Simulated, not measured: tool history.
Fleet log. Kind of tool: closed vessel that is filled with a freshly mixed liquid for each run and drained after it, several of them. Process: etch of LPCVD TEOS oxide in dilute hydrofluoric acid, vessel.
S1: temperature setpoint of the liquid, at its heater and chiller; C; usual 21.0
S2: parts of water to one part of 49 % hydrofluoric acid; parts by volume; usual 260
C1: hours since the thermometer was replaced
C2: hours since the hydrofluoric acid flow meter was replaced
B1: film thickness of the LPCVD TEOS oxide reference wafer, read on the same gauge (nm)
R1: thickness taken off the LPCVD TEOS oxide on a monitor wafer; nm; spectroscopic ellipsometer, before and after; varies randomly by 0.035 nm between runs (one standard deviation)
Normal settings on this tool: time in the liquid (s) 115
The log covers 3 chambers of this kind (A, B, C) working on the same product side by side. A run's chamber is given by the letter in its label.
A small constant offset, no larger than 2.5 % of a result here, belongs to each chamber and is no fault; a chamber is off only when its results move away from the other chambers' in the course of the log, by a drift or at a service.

run 1A day=0.288 | S1=21.0 S2=260 time_in_the_liquid_(s)=115 | C1=593.2 C2=1284.3 | B1=99.999 | R1=6.4296
run 2B day=0.733 | S1=21.0 S2=260 time_in_the_liquid_(s)=115 | C1=181.9 C2=535.2 | B1=100.010 | R1=6.3942
run 3C day=1.021 | S1=21.0 S2=260 time_in_the_liquid_(s)=115 | C1=666.4 C2=1615.1 | B1=99.989 | R1=6.2850
run 4B day=1.412 | S1=21.0 S2=260 time_in_the_liquid_(s)=115 | C1=198.2 C2=551.5 | B1=100.010 | R1=6.3700
run 5C day=1.775 | S1=21.0 S2=260 time_in_the_liquid_(s)=115 | C1=684.5 C2=1633.2 | B1=100.000 | R1=6.2615
run 6A day=2.188 | S1=17.0 S2=260 time_in_the_liquid_(s)=115 | C1=638.8 C2=1329.9 | B1=99.994 | R1=5.5520
run 7C day=2.483 | S1=17.0 S2=260 time_in_the_liquid_(s)=115 | C1=701.5 C2=1650.2 | B1=99.984 | R1=5.4410
run 8A day=3.012 | S1=17.0 S2=260 time_in_the_liquid_(s)=115 | C1=658.6 C2=1349.7 | B1=100.010 | R1=5.5293
run 9B day=3.350 | S1=21.0 S2=340 time_in_the_liquid_(s)=115 | C1=244.7 C2=598.0 | B1=100.010 | R1=4.5050
run 10A day=3.879 | S1=21.0 S2=340 time_in_the_liquid_(s)=115 | C1=679.4 C2=1370.5 | B1=99.993 | R1=4.5304
run 11C day=4.246 | S1=21.0 S2=340 time_in_the_liquid_(s)=115 | C1=743.8 C2=1692.5 | B1=99.980 | R1=4.4858
run 12B day=4.771 | S1=17.5 S2=260 time_in_the_liquid_(s)=115 | C1=278.8 C2=632.1 | B1=99.972 | R1=5.5828
run 13B day=5.079 | S1=17.5 S2=260 time_in_the_liquid_(s)=115 | C1=286.2 C2=639.5 | B1=99.975 | R1=5.6133
run 14C day=5.608 | S1=17.5 S2=260 time_in_the_liquid_(s)=115 | C1=776.5 C2=1725.2 | B1=99.995 | R1=5.4900
-- day=5.771 chamber C: hydrofluoric acid flow meter replaced
run 15A day=6.112 | S1=21.0 S2=260 time_in_the_liquid_(s)=115 | C1=733.0 C2=1424.1 | B1=100.000 | R1=6.4938
run 16A day=6.525 | S1=17.5 S2=260 time_in_the_liquid_(s)=115 | C1=742.9 C2=1434.0 | B1=100.010 | R1=5.6020
run 17C day=6.917 | S1=17.5 S2=260 time_in_the_liquid_(s)=115 | C1=807.9 C2=27.6 | B1=100.010 | R1=5.5363
run 18B day=7.262 | S1=17.5 S2=260 time_in_the_liquid_(s)=115 | C1=338.6 C2=691.9 | B1=99.996 | R1=5.6269
run 19A day=7.533 | S1=21.0 S2=260 time_in_the_liquid_(s)=115 | C1=767.1 C2=1458.2 | B1=99.977 | R1=6.4551
run 20B day=7.871 | S1=21.0 S2=260 time_in_the_liquid_(s)=115 | C1=353.2 C2=706.5 | B1=100.010 | R1=6.4959
run 21C day=8.129 | S1=21.0 S2=260 time_in_the_liquid_(s)=115 | C1=837.0 C2=56.7 | B1=99.983 | R1=6.2165
run 22C day=8.588 | S1=21.0 S2=345 time_in_the_liquid_(s)=115 | C1=848.0 C2=67.7 | B1=99.994 | R1=4.3484
run 23B day=8.888 | S1=21.0 S2=345 time_in_the_liquid_(s)=115 | C1=377.6 C2=730.9 | B1=100.030 | R1=4.5171
run 24A day=9.154 | S1=21.0 S2=345 time_in_the_liquid_(s)=115 | C1=806.0 C2=1497.1 | B1=99.991 | R1=4.4790
run 25B day=9.458 | S1=21.0 S2=260 time_in_the_liquid_(s)=115 | C1=391.3 C2=744.6 | B1=99.995 | R1=6.5531
run 26A day=9.700 | S1=21.0 S2=260 time_in_the_liquid_(s)=115 | C1=819.1 C2=1510.2 | B1=100.010 | R1=6.4483
run 27C day=10.233 | S1=21.0 S2=260 time_in_the_liquid_(s)=115 | C1=887.5 C2=107.2 | B1=100.010 | R1=6.3267
run 28A day=10.612 | S1=21.0 S2=260 time_in_the_liquid_(s)=115 | C1=841.0 C2=1532.1 | B1=100.000 | R1=6.4808
run 29B day=10.938 | S1=21.0 S2=260 time_in_the_liquid_(s)=115 | C1=426.8 C2=780.1 | B1=99.992 | R1=6.6373
run 30C day=11.242 | S1=21.0 S2=260 time_in_the_liquid_(s)=115 | C1=911.7 C2=131.4 | B1=100.020 | R1=6.3205
run 31C day=11.792 | S1=21.0 S2=260 time_in_the_liquid_(s)=115 | C1=924.9 C2=144.6 | B1=100.020 | R1=6.2719
run 32A day=12.258 | S1=21.0 S2=260 time_in_the_liquid_(s)=115 | C1=880.5 C2=1571.6 | B1=100.010 | R1=6.4537
run 33B day=12.646 | S1=21.0 S2=260 time_in_the_liquid_(s)=115 | C1=467.8 C2=821.1 | B1=100.020 | R1=6.7141
run 34B day=12.933 | S1=21.0 S2=165 time_in_the_liquid_(s)=180 | C1=474.7 C2=828.0 | B1=100.010 | R1=18.5180
-- day=13.042 chamber A: thermometer replaced
run 35A day=13.296 | S1=21.0 S2=165 time_in_the_liquid_(s)=180 | C1=6.2 C2=1596.5 | B1=99.982 | R1=17.5660
run 36C day=13.788 | S1=21.0 S2=165 time_in_the_liquid_(s)=180 | C1=972.8 C2=192.5 | B1=99.977 | R1=17.1670
run 37A day=14.208 | S1=21.0 S2=260 time_in_the_liquid_(s)=115 | C1=28.1 C2=1618.4 | B1=99.983 | R1=6.4662
run 38C day=14.750 | S1=21.0 S2=260 time_in_the_liquid_(s)=115 | C1=995.9 C2=215.6 | B1=100.010 | R1=6.3445
run 39B day=15.092 | S1=21.0 S2=260 time_in_the_liquid_(s)=115 | C1=526.5 C2=879.8 | B1=99.992 | R1=6.8009
run 40B day=15.358 | S1=21.0 S2=260 time_in_the_liquid_(s)=115 | C1=532.9 C2=886.2 | B1=99.988 | R1=6.7508
run 41C day=15.650 | S1=21.0 S2=260 time_in_the_liquid_(s)=115 | C1=1017.5 C2=237.2 | B1=99.984 | R1=6.3326

Each of the 3 chambers runs these same settings next. Fill in every chamber's results:
run 42A day=16.046 | S1=21.0 S2=260 time_in_the_liquid_(s)=115 | R1=?
run 42B day=16.046 | S1=21.0 S2=260 time_in_the_liquid_(s)=115 | R1=?
run 42C day=16.046 | S1=21.0 S2=260 time_in_the_liquid_(s)=115 | R1=?

run=42A R1=6.4133
run=42B R1=6.8713
run=42C R1=6.2308
